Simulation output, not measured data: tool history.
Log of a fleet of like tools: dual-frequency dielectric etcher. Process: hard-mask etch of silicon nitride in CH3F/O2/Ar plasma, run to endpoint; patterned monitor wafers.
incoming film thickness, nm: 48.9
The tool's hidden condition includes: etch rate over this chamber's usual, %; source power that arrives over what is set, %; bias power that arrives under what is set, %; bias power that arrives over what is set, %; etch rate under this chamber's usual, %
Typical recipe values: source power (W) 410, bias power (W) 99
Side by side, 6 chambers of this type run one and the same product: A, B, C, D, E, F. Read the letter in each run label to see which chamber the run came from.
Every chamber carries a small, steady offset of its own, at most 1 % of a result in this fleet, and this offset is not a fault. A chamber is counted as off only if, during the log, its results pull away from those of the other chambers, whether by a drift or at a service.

run	day	source power (W)	bias power (W)	hours since the last wet clean	hours since the last source power generator calibration	hours since the last bias power generator calibration	endpoint time (s)
1B	0.604	410	99	251.8	4005.5	2730.3	62.957
2E	1.012	410	99	91.1	3003	2974.9	62.807
3C	1.6	410	99	226.3	63.7	3194.8	63.466
4F	1.908	410	99	135.2	2213.2	2773.6	61.932
5A	2.467	410	99	245.9	481.3	4245.8	63.006
6D	2.862	410	99	416.7	1127.6	283.6	63.5
7B	3.467	410	99	320.5	4074.2	2799	62.289
8C	3.817	410	99	279.5	116.9	3248	63.121
# day 3.938: chamber C: bias power generator calibrated
9F	4.104	410	99	187.9	2265.9	2826.3	61.754
10E	4.583	410	99	176.8	3088.7	3060.6	63.592
# day 4.667: chamber B: source power generator calibrated
11A	5.104	410	99	309.2	544.6	4309.1	62.974
12D	5.508	410	99	480.2	1191.1	347.1	63.717
13C	5.829	410	99	327.8	165.2	45.5	62.314
14D	6.317	410	99	499.6	1210.5	366.5	63.336
15F	6.725	410	99	250.8	2328.8	2889.2	62.011
16A	7.192	410	99	359.3	594.7	4359.2	62.468
# day 7.504: chamber D: wet clean of the chamber
17B	7.8	410	99	424.5	75.3	2903	62.072
18E	8.079	490	99	260.7	3172.6	3144.5	59.242
19B	8.567	490	99	442.9	93.7	2921.4	58.817
20E	9.158	490	99	286.6	3198.5	3170.4	59.688
21D	9.579	490	99	49.8	1288.8	444.8	59.275
22C	10.017	490	99	428.3	265.7	146	58.228
23F	10.533	490	99	342.2	2420.2	2980.6	57.879
24A	10.867	410	99	447.5	682.9	4447.4	62.909
25A	11.438	410	99	461.2	696.6	4461.1	62.795
26C	12.033	350	84	476.7	314.1	194.4	69.907
27F	12.3	350	84	384.6	2462.6	3023	69.837
28D	12.8	350	84	127.1	1366.1	522.1	71.163
29B	13.233	350	84	554.9	205.7	3033.4	70.427
30E	13.65	350	84	394.4	3306.3	3278.2	71.7
# day 13.704: chamber B: wet clean of the chamber
# day 13.812: chamber A: bias power generator calibrated
31F	14.125	350	84	428.4	2506.4	3066.8	69.701
32C	14.438	410	99	534.4	371.8	252.1	61.807
33B	14.858	410	99	27.7	244.7	3072.4	62.568
34A	15.204	410	99	551.6	787	33.5	62.647
35E	15.492	410	99	438.6	3350.5	3322.4	63.081
36D	15.958	370	86	202.9	1441.9	597.9	68.858
# day 16.233: chamber A: wet clean of the chamber
37A	16.304	370	86	1.7	813.4	59.9	67.735
38E	16.596	370	86	465.1	3377	3348.9	69.655
39D	17.012	370	86	228.2	1467.2	623.2	69.298
40C	17.517	370	86	608.3	445.7	326	66.732
41B	18.096	370	86	105.4	322.4	3150.1	68.589

Read the log: is a single chamber off, either drifting away or since a service, is the gauge that measures every chamber drifting, or is nothing wrong beyond small per-chamber offsets? Name any odd chamber and what most likely caused it.

One chamber, C, drifts off from the rest bit by bit.
Cause: etch rate over this chamber's usual, % = 2.96.

Chamber C could run next with any of the 4 candidate recipes listed below; each alters the usual settings, and their results appear as question marks. Which one brings its results back in line with what the other chambers deliver on the usual settings?
In line means no further than this from the other chambers' mean on the usual settings: endpoint time (s) 0.89
42C-1	18.538	440	106				?
42C-2	18.538	420	103				?
42C-3	18.538	380	92				?
42C-4	18.538	380	99				?

Average result of the remaining chambers running the usual settings: endpoint time (s) 62.765
run	endpoint time (s)
42C-1	58.076
42C-2	59.719
42C-3	64.615
42C-4	62.896
42C-4 puts the chamber back in line with the other chambers.
